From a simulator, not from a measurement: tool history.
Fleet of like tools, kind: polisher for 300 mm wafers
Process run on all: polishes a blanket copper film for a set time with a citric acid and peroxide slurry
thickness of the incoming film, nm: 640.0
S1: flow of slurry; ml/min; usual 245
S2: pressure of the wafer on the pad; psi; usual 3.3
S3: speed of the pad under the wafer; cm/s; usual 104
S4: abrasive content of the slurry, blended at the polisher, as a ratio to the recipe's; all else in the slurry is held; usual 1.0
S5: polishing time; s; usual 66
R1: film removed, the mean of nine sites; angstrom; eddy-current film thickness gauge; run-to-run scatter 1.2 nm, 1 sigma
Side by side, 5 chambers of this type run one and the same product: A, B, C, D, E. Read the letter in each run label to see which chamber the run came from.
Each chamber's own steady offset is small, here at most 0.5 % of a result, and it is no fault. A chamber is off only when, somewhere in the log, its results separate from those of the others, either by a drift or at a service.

run   hour   S1   S2   S3   S4  S5      R1
       3.4  -- chamber B: slurry blender recalibrated
 1B    3.8  245  3.3  104  1.0  66  1659.8
       5.5  -- chamber A: worn pad replaced by a new one
 2E    6.9  245  3.3  104  1.0  66  1697.2
      11.5  -- chamber E: worn pad replaced by a new one
 3C   12.6  245  3.3  104  1.0  66  1691.2
 4D   17.8  245  3.3  104  1.0  66  1701.5
 5A   20.6  245  3.3  104  1.0  66  1699.9
      21.5  -- chamber D: worn pad replaced by a new one
 6E   25.4  245  4.0  104  1.0  66  2044.5
      26.8  -- chamber B: worn pad replaced by a new one
 7C   30.5  245  4.0  104  1.0  66  2072.5
      31.5  -- chamber D: slurry blender recalibrated
 8D   35.0  245  4.0  104  1.0  66  2053.2
 9A   40.7  245  4.0  104  1.0  66  2048.9
10B   45.8  245  4.0  104  1.0  66  2014.9
11D   50.0  245  3.3  104  1.0  66  1681.7
12E   54.6  245  3.3   76  1.1  66  1265.9
      56.9  -- chamber B: slurry nozzle cleaned
13B   59.6  245  3.3   76  1.1  66  1293.7
14A   64.6  245  3.3   76  1.1  66  1265.3
      67.9  -- chamber A: worn pad replaced by a new one
      68.0  -- chamber C: worn pad replaced by a new one
15C   68.8  245  3.3   76  1.1  66  1231.4
16A   72.2  245  3.3   76  1.1  66  1255.5
17B   76.1  245  3.3  104  1.0  66  1681.1
      76.2  -- chamber A: slurry blender recalibrated
18D   81.4  245  3.3  104  1.0  66  1688.9
      82.4  -- chamber B: worn pad replaced by a new one
      84.1  -- chamber E: worn pad replaced by a new one
19E   86.0  305  3.3  104  1.0  66  1743.8
20C   90.8  305  3.3  104  1.0  66  1703.0
      92.3  -- chamber C: slurry blender recalibrated
21A   94.4  305  3.3  104  1.0  66  1726.1
22C   98.3  305  3.3  104  1.0  66  1683.2
23D  101.3  305  3.3  104  1.0  66  1736.3
24E  106.0  245  3.3  104  1.0  66  1675.6
     107.9  -- chamber D: worn pad replaced by a new one
25B  109.8  245  3.3  104  1.0  66  1673.3
26C  114.0  245  3.3  104  1.0  66  1634.1
27E  116.7  245  3.3  104  1.0  66  1673.6
28A  120.6  245  3.3  104  1.0  66  1697.6
29B  124.3  245  3.3  104  1.0  66  1666.1
     126.2  -- chamber A: worn pad replaced by a new one
30D  127.5  245  3.3  104  1.0  66  1716.5
31A  132.8  245  3.3  104  1.0  66  1687.0
32E  138.9  245  3.3  104  1.0  66  1675.7

Next, every chamber runs the same settings. What will each give?
33A  143.3  245  3.3  104  1.0  66   ?
33B  143.3  245  3.3  104  1.0  66   ?
33C  143.3  245  3.3  104  1.0  66   ?
33D  143.3  245  3.3  104  1.0  66   ?
33E  143.3  245  3.3  104  1.0  66   ?

run      R1
33A  1683.9
33B  1683.9
33C  1598.9
33D  1683.2
33E  1660.7
